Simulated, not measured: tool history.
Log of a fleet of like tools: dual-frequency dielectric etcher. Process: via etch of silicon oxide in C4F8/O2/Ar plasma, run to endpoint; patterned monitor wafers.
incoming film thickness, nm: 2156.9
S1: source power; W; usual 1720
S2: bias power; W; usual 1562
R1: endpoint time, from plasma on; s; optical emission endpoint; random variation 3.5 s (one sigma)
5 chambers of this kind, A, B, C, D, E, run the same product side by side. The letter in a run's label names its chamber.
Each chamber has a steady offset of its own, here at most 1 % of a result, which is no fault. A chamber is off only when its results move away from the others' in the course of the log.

run	hour	S1	S2	R1
1C	8.2	1720	1562	483.17
2D	13.5	1720	1562	488
3E	23.7	1720	1562	485.35
4B	33.1	1720	1562	481.95
5A	44.6	1720	1562	488.97
6D	54.8	1720	1562	486.4
7A	64.6	1720	1562	489.12
8B	74.4	1720	1562	487.77
9C	80.5	1550	1562	502.19
10E	91.5	1550	1562	505.76
11D	99.5	1550	1562	509.57
12C	110.4	1550	1562	506.19
13E	118.9	1550	1562	504.46
14A	127.2	1720	1562	479.35
15B	137.4	1720	1562	486.14
16E	145.6	1720	1562	487.05
17A	153.4	1720	1562	476.2
18D	165.5	1720	1562	488.78
19C	176	1720	1562	484.78
20B	183.5	1720	1562	484.49
21D	192	1720	1562	488.36
22A	202	1930	1562	456.31
23C	209.9	1930	1562	468.33
24E	217.6	1930	1562	462.42
25B	227.8	1930	1562	457.42
26C	237.3	1930	1562	464.5
27E	244.9	1720	1562	484.7
28B	250.9	1720	1562	484.39
29D	260.2	1720	1562	490.42
30A	266.6	1720	1562	469.38
31E	277.8	1720	1562	492.96
32B	289	1720	1562	489.11
33C	295.3	1930	1749	448.66
34D	306.7	1930	1749	450.9

All 5 chambers run these settings next. Forecast each chamber's results:
35A	315.4	1720	1562	?
35B	315.4	1720	1562	?
35C	315.4	1720	1562	?
35D	315.4	1720	1562	?
35E	315.4	1720	1562	?

run	R1
35A	467.66
35B	488.07
35C	488.94
35D	493.49
35E	484.2

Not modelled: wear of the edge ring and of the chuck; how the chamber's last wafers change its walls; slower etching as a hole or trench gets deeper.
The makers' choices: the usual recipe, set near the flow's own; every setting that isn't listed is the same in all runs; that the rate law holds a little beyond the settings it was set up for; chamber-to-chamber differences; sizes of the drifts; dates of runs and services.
